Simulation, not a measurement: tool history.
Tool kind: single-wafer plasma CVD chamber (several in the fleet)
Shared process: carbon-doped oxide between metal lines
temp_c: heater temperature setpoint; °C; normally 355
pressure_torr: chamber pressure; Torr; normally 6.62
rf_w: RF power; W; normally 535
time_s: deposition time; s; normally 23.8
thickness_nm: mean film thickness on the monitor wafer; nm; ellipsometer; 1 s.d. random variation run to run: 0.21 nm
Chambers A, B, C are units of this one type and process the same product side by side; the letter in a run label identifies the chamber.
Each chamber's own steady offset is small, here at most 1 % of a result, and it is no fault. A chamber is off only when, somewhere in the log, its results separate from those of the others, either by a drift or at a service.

run,hour,temp_c,pressure_torr,rf_w,time_s,hours since the last thermocouple change,hours since the last RF generator calibration,hours since the last manometer calibration,"read-back reference wafer on the same gauge, thickness_nm",thickness_nm
1C,13.7,355,6.62,535,23.8,599.6,469,650,115.07,130.92
2B,28,355,6.62,535,23.8,1847.5,667.7,66.2,115.06,130.11
3A,37.9,355,6.62,535,23.8,168.9,599.4,1947.3,115.14,130.01
4C,45.3,355,6.62,535,23.8,631.2,500.6,681.6,115.19,130.59
# hour 56.9: chamber B: thermocouple changed; heater temperature recalibrated
5A,60.1,355,6.62,535,23.8,191.1,621.6,1969.5,115.2,130.21
6B,70.7,365,6.62,535,25.5,13.9,710.4,108.9,115.29,135.88
7A,82.4,365,6.62,535,25.5,213.4,643.9,1991.8,115.24,135.91
8B,96.8,365,6.62,535,25.5,40,736.5,135,115.29,135.85
9C,108.8,355,6.62,535,23.8,694.7,564.1,745.1,115.36,130.83
10A,122.8,355,6.62,535,23.8,253.8,684.3,2032.2,115.34,130.29
11B,133,355,6.62,535,23.8,76.2,772.7,171.2,115.42,130.51
12C,145.1,355,6.62,535,23.8,731,600.4,781.4,115.42,131.43
13C,153.3,355,6.62,535,23.8,739.2,608.6,789.6,115.47,131.16
14A,166.1,355,6.62,535,23.8,297.1,727.6,2075.5,115.51,130.67
15B,181.5,355,6.62,535,23.8,124.7,821.2,219.7,115.55,130.47
16A,191.2,355,6.62,535,23.8,322.2,752.7,2100.6,115.55,130.54
17C,199.8,355,6.62,535,23.8,785.7,655.1,836.1,115.6,131.15
18B,215.1,355,6.62,535,23.8,158.3,854.8,253.3,115.71,130.66
19A,228.5,355,6.62,535,23.8,359.5,790,2137.9,115.69,130.8
20B,241.8,355,6.62,535,23.8,185,881.5,280,115.77,130.37

All 3 chambers run these settings next. Forecast each chamber's results:
21A,252.9,355,5.21,535,23.8,,,,,?
21B,252.9,355,5.21,535,23.8,,,,,?
21C,252.9,355,5.21,535,23.8,,,,,?

run,thickness_nm
21A,127.36
21B,127.46
21C,128.04
